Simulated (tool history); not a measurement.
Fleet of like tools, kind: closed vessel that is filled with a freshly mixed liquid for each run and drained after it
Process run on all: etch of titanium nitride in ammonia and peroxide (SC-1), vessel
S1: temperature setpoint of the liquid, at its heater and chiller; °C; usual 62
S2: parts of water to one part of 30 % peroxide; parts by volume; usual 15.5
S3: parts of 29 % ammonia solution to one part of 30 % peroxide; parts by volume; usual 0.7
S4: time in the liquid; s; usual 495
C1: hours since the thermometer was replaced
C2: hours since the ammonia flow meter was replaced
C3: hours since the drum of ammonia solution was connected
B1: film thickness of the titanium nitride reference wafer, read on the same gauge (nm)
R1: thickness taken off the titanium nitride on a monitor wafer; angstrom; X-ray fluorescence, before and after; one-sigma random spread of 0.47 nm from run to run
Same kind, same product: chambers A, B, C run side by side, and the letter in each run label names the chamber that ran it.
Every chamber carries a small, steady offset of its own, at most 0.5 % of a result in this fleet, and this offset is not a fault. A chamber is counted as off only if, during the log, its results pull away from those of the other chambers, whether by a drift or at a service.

run	day	S1	S2	S3	S4	C1	C2	C3	B1	R1
1B	0.375	62	15.5	0.7	495	871.9	1953.2	94.9	49.996	528.99
2A	0.708	62	15.5	0.7	495	521.7	75.3	422.6	50.018	528.73
3C	0.938	62	15.5	0.7	495	1424.1	752.8	290.8	49.998	532.72
4B	1.133	62	15.5	0.7	495	890.1	1971.4	113.1	50.006	534.06
5C	1.496	62	15.5	0.7	495	1437.5	766.2	304.2	50	531.38
6A	1.854	62	15.5	0.7	495	549.2	102.8	450.1	49.997	530.28
7C	2.05	55.5	15.5	0.7	670	1450.8	779.5	317.5	49.984	456.98
8B	2.271	55.5	15.5	0.7	670	917.4	1998.7	140.4	50.003	461.99
# day 2.438: chamber B: ammonia flow meter replaced
9A	2.525	55.5	15.5	0.7	670	565.3	118.9	466.2	49.995	466.71
# day 2.612: chamber A: new drum of ammonia solution connected
10B	2.896	62	15.5	0.7	495	932.4	11.1	155.4	49.984	527.46
11C	3.304	62	15.5	0.7	495	1480.9	809.6	347.6	49.987	530.59
12A	3.638	62	15.5	0.7	495	592	145.6	24.7	49.992	540.56
13A	3.962	62	15.5	0.7	495	599.8	153.4	32.5	50.009	551.66
# day 4.038: chamber C: new drum of ammonia solution connected
14C	4.246	62	15.5	0.7	495	1503.5	832.2	5.1	49.992	532.51
15B	4.483	62	15.5	0.7	495	970.5	49.2	193.5	50.013	539.33
16C	4.767	62	15.5	0.7	495	1516	844.7	17.6	50.003	534.92
17B	5.125	62	15.5	0.7	495	985.9	64.6	208.9	49.993	534.04
18A	5.325	62	15.5	0.7	495	632.5	186.1	65.2	49.991	559.98
19A	5.621	62	15.5	0.7	495	639.6	193.2	72.3	49.986	563.74
20B	6	62	15.5	0.7	495	1006.9	85.6	229.9	50.038	534.35
21C	6.25	62	15.5	0.7	495	1551.6	880.3	53.2	50.004	528.27
22B	6.462	62	15.5	0.7	495	1018	96.7	241	49.985	529.73
23A	6.696	62	15.5	0.7	495	665.4	219	98.1	50	599.43

Each of the 3 chambers runs these same settings next. Fill in every chamber's results:
24A	6.988	62	15.5	0.85	495					?
24B	6.988	62	15.5	0.85	495					?
24C	6.988	62	15.5	0.85	495					?

run	R1
24A	607.54
24B	551.65
24C	557.05

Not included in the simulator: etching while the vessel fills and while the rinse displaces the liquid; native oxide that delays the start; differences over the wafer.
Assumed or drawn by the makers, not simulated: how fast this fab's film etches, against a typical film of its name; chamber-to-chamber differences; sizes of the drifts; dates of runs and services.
